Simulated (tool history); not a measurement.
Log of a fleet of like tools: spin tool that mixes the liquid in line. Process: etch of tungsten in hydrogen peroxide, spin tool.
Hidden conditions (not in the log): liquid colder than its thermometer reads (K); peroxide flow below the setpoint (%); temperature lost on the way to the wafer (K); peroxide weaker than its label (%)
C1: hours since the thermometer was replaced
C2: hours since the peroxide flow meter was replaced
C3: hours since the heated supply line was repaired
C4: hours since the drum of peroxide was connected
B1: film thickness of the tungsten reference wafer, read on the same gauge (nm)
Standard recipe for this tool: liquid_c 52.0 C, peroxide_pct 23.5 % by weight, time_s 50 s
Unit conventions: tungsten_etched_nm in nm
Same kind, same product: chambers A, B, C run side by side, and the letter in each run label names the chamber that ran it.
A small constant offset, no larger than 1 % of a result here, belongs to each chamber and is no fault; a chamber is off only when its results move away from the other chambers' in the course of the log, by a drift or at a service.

{"run": "1A", "hour": 5.3, "liquid_c": 52.0, "peroxide_pct": 23.5, "time_s": 50, "C1": 789.1, "C2": 347.4, "C3": 345.8, "C4": 1091.3, "B1": 40.013, "tungsten_etched_nm": 51.093}
{"run": "2B", "hour": 11.2, "liquid_c": 52.0, "peroxide_pct": 23.5, "time_s": 50, "C1": 139.6, "C2": 493.7, "C3": 263.2, "C4": 533.7, "B1": 39.97, "tungsten_etched_nm": 51.754}
{"run": "3C", "hour": 14.0, "liquid_c": 52.0, "peroxide_pct": 23.5, "time_s": 50, "C1": 268.6, "C2": 1240.9, "C3": 2093.4, "C4": 28.4, "B1": 40.016, "tungsten_etched_nm": 51.098}
{"run": "4A", "hour": 17.4, "liquid_c": 52.0, "peroxide_pct": 23.5, "time_s": 50, "C1": 801.2, "C2": 359.5, "C3": 357.9, "C4": 1103.4, "B1": 39.965, "tungsten_etched_nm": 50.916}
{"run": "5C", "hour": 21.7, "liquid_c": 52.0, "peroxide_pct": 23.5, "time_s": 50, "C1": 276.3, "C2": 1248.6, "C3": 2101.1, "C4": 36.1, "B1": 39.996, "tungsten_etched_nm": 50.572}
{"run": "6B", "hour": 26.5, "liquid_c": 52.0, "peroxide_pct": 23.5, "time_s": 50, "C1": 154.9, "C2": 509.0, "C3": 278.5, "C4": 549.0, "B1": 39.98, "tungsten_etched_nm": 51.521}
{"run": "7A", "hour": 32.2, "liquid_c": 43.0, "peroxide_pct": 23.5, "time_s": 50, "C1": 816.0, "C2": 374.3, "C3": 372.7, "C4": 1118.2, "B1": 39.95, "tungsten_etched_nm": 29.313}
{"run": "8B", "hour": 36.2, "liquid_c": 43.0, "peroxide_pct": 23.5, "time_s": 50, "C1": 164.6, "C2": 518.7, "C3": 288.2, "C4": 558.7, "B1": 39.988, "tungsten_etched_nm": 30.097}
{"run": "9C", "hour": 40.7, "liquid_c": 43.0, "peroxide_pct": 23.5, "time_s": 50, "C1": 295.3, "C2": 1267.6, "C3": 2120.1, "C4": 55.1, "B1": 39.994, "tungsten_etched_nm": 28.616}
{"run": "10B", "hour": 45.0, "liquid_c": 52.0, "peroxide_pct": 23.5, "time_s": 50, "C1": 173.4, "C2": 527.5, "C3": 297.0, "C4": 567.5, "B1": 39.995, "tungsten_etched_nm": 51.439}
{"run": "11A", "hour": 50.2, "liquid_c": 52.0, "peroxide_pct": 23.5, "time_s": 50, "C1": 834.0, "C2": 392.3, "C3": 390.7, "C4": 1136.2, "B1": 40.012, "tungsten_etched_nm": 50.923}
{"run": "12C", "hour": 55.8, "liquid_c": 61.5, "peroxide_pct": 23.5, "time_s": 35, "C1": 310.4, "C2": 1282.7, "C3": 2135.2, "C4": 70.2, "B1": 40.01, "tungsten_etched_nm": 61.623}
{"run": "13A", "hour": 61.0, "liquid_c": 61.5, "peroxide_pct": 23.5, "time_s": 35, "C1": 844.8, "C2": 403.1, "C3": 401.5, "C4": 1147.0, "B1": 39.997, "tungsten_etched_nm": 61.855}
{"run": "14C", "hour": 63.7, "liquid_c": 61.5, "peroxide_pct": 23.5, "time_s": 35, "C1": 318.3, "C2": 1290.6, "C3": 2143.1, "C4": 78.1, "B1": 39.996, "tungsten_etched_nm": 60.356}
{"run": "15B", "hour": 67.5, "liquid_c": 52.0, "peroxide_pct": 23.5, "time_s": 50, "C1": 195.9, "C2": 550.0, "C3": 319.5, "C4": 590.0, "B1": 39.987, "tungsten_etched_nm": 51.69}
{"run": "16A", "hour": 73.7, "liquid_c": 52.0, "peroxide_pct": 23.5, "time_s": 50, "C1": 857.5, "C2": 415.8, "C3": 414.2, "C4": 1159.7, "B1": 39.974, "tungsten_etched_nm": 51.233}
{"run": "17B", "hour": 78.7, "liquid_c": 52.0, "peroxide_pct": 23.5, "time_s": 50, "C1": 207.1, "C2": 561.2, "C3": 330.7, "C4": 601.2, "B1": 39.997, "tungsten_etched_nm": 51.8}
{"run": "18C", "hour": 83.3, "liquid_c": 52.0, "peroxide_pct": 23.5, "time_s": 50, "C1": 337.9, "C2": 1310.2, "C3": 2162.7, "C4": 97.7, "B1": 40.002, "tungsten_etched_nm": 48.214}
{"run": "19A", "hour": 88.7, "liquid_c": 52.0, "peroxide_pct": 30.0, "time_s": 65, "C1": 872.5, "C2": 430.8, "C3": 429.2, "C4": 1174.7, "B1": 40.027, "tungsten_etched_nm": 74.976}
{"run": "20C", "hour": 94.9, "liquid_c": 52.0, "peroxide_pct": 30.0, "time_s": 65, "C1": 349.5, "C2": 1321.8, "C3": 2174.3, "C4": 109.3, "B1": 39.961, "tungsten_etched_nm": 70.518}
{"run": "21B", "hour": 98.7, "liquid_c": 52.0, "peroxide_pct": 30.0, "time_s": 65, "C1": 227.1, "C2": 581.2, "C3": 350.7, "C4": 621.2, "B1": 40.015, "tungsten_etched_nm": 75.627}
{"run": "22C", "hour": 101.6, "liquid_c": 52.0, "peroxide_pct": 23.5, "time_s": 50, "C1": 356.2, "C2": 1328.5, "C3": 2181.0, "C4": 116.0, "B1": 40.013, "tungsten_etched_nm": 47.036}
{"run": "23B", "hour": 106.7, "liquid_c": 52.0, "peroxide_pct": 23.5, "time_s": 50, "C1": 235.1, "C2": 589.2, "C3": 358.7, "C4": 629.2, "B1": 39.988, "tungsten_etched_nm": 51.492}

Next, all 3 chambers run the settings below, one line each with question marks for the results. What does each chamber give?
{"run": "24A", "hour": 111.2, "liquid_c": 52.0, "peroxide_pct": 19.0, "time_s": 50, "tungsten_etched_nm": "?"}
{"run": "24B", "hour": 111.2, "liquid_c": 52.0, "peroxide_pct": 19.0, "time_s": 50, "tungsten_etched_nm": "?"}
{"run": "24C", "hour": 111.2, "liquid_c": 52.0, "peroxide_pct": 19.0, "time_s": 50, "tungsten_etched_nm": "?"}

run=24A tungsten_etched_nm=45.724
run=24B tungsten_etched_nm=46.153
run=24C tungsten_etched_nm=42.345

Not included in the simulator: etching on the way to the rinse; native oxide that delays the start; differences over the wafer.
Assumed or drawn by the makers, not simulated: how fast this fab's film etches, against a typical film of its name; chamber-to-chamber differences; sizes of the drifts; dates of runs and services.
